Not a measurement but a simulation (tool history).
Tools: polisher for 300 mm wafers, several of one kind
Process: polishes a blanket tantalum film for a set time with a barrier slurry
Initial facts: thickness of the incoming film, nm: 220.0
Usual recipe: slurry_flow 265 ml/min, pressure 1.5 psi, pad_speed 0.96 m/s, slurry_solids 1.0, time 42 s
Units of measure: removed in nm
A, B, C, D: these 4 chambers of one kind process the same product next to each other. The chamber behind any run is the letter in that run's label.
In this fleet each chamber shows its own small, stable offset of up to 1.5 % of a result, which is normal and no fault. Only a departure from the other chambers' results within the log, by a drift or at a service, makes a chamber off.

Run 1D, hour 5.8: usual settings. Result: removed 45.779 nm.
At hour 7.4: chamber A: slurry nozzle cleaned.
At hour 9.8: chamber D: head pressure recalibrated.
Run 2A, hour 10.6: usual settings. Result: removed 47.557 nm.
Run 3B, hour 14.4: usual settings. Result: removed 44.989 nm.
At hour 14.8: chamber D: worn pad replaced by a new one.
At hour 17.1: chamber B: worn pad replaced by a new one.
Run 4C, hour 18.2: usual settings. Result: removed 46.950 nm.
Run 5B, hour 23.3: usual settings. Result: removed 47.860 nm.
Run 6A, hour 27.9: usual settings. Result: removed 48.568 nm.
Run 7C, hour 32.2: usual settings. Result: removed 48.609 nm.
At hour 33.0: chamber A: slurry blender recalibrated.
Run 8D, hour 38.3: usual settings. Result: removed 45.887 nm.
Run 9A, hour 41.6: usual settings. Result: removed 47.370 nm.
Run 10B, hour 45.3: usual settings. Result: removed 47.225 nm.
At hour 48.7: chamber C: worn pad replaced by a new one.
At hour 50.3: chamber D: worn pad replaced by a new one.
Run 11D, hour 50.9: usual settings but pressure 1.2 psi. Result: removed 36.793 nm.
Run 12C, hour 55.9: usual settings but pressure 1.2 psi. Result: removed 36.543 nm.
Run 13A, hour 60.6: usual settings but pressure 1.2 psi. Result: removed 37.400 nm.
Run 14C, hour 64.6: usual settings but pressure 1.2 psi. Result: removed 37.317 nm.
Run 15B, hour 69.6: usual settings. Result: removed 43.450 nm.
Run 16D, hour 72.9: usual settings. Result: removed 46.050 nm.
Run 17A, hour 76.7: usual settings. Result: removed 48.438 nm.
Run 18C, hour 82.2: usual settings. Result: removed 46.018 nm.
Run 19D, hour 85.7: usual settings. Result: removed 46.156 nm.
Run 20B, hour 88.7: usual settings. Result: removed 45.318 nm.
At hour 91.6: chamber D: worn pad replaced by a new one.
Run 21B, hour 94.8: usual settings. Result: removed 45.651 nm.
Run 22C, hour 98.5: usual settings. Result: removed 45.620 nm.
Run 23D, hour 102.3: usual settings. Result: removed 45.731 nm.
At hour 102.4: chamber B: worn pad replaced by a new one.
At hour 104.1: chamber C: slurry blender recalibrated.
At hour 107.2: chamber A: worn pad replaced by a new one.
Run 24A, hour 107.5: usual settings. Result: removed 46.579 nm.
Run 25D, hour 111.1: usual settings. Result: removed 45.918 nm.
Run 26B, hour 114.2: usual settings. Result: removed 43.444 nm.
Run 27A, hour 118.1: usual settings but slurry_flow 310 ml/min, slurry_solids 1.1. Result: removed 49.976 nm.
Run 28C, hour 121.0: usual settings but slurry_flow 310 ml/min, slurry_solids 1.1. Result: removed 48.630 nm.
Run 29B, hour 125.8: usual settings but slurry_flow 310 ml/min, slurry_solids 1.1. Result: removed 44.748 nm.
Run 30A, hour 131.2: usual settings but slurry_flow 310 ml/min, slurry_solids 1.1. Result: removed 49.678 nm.
At hour 132.0: chamber D: worn pad replaced by a new one.
Run 31D, hour 134.0: usual settings. Result: removed 45.550 nm.

Has any chamber moved away from the others, gradually or after a service, or does the common gauge drift, or do the chambers differ only by their own small steady offsets? State the chamber and the most likely cause if one applies.

It is chamber B that slowly wanders off from its peers.
Most likely cause: abrasive missing from the slurry, % = 27.8.
Not necessarily distinguishable in this log from: head's pressure below its setpoint, %.

Which of the 4 candidates below, each the usual settings with something changed and its results left as question marks, puts chamber B back in line with what the other chambers give on the usual settings?
Allowed miss from the other chambers' usual-settings mean, per result, to count as in line: removed 2.400 nm
Run 32B-1, hour 138.6: usual settings but pressure 1.4 psi, time 40 s. Result: removed ?.
Run 32B-2, hour 138.6: usual settings but slurry_flow 260 ml/min, pressure 1.4 psi, pad_speed 0.86 m/s. Result: removed ?.
Run 32B-3, hour 138.6: usual settings but pressure 1.6 psi, pad_speed 1.02 m/s, time 45 s. Result: removed ?.
Run 32B-4, hour 138.6: usual settings but slurry_flow 300 ml/min, slurry_solids 1.35. Result: removed ?.

The other chambers' mean on the usual settings: removed 46.681 nm
  run  removed
32B-1   37.202
32B-2   34.923
32B-3   50.894
32B-4   46.586
The answer is 32B-4, which returns the chamber to within the allowed miss of the others.
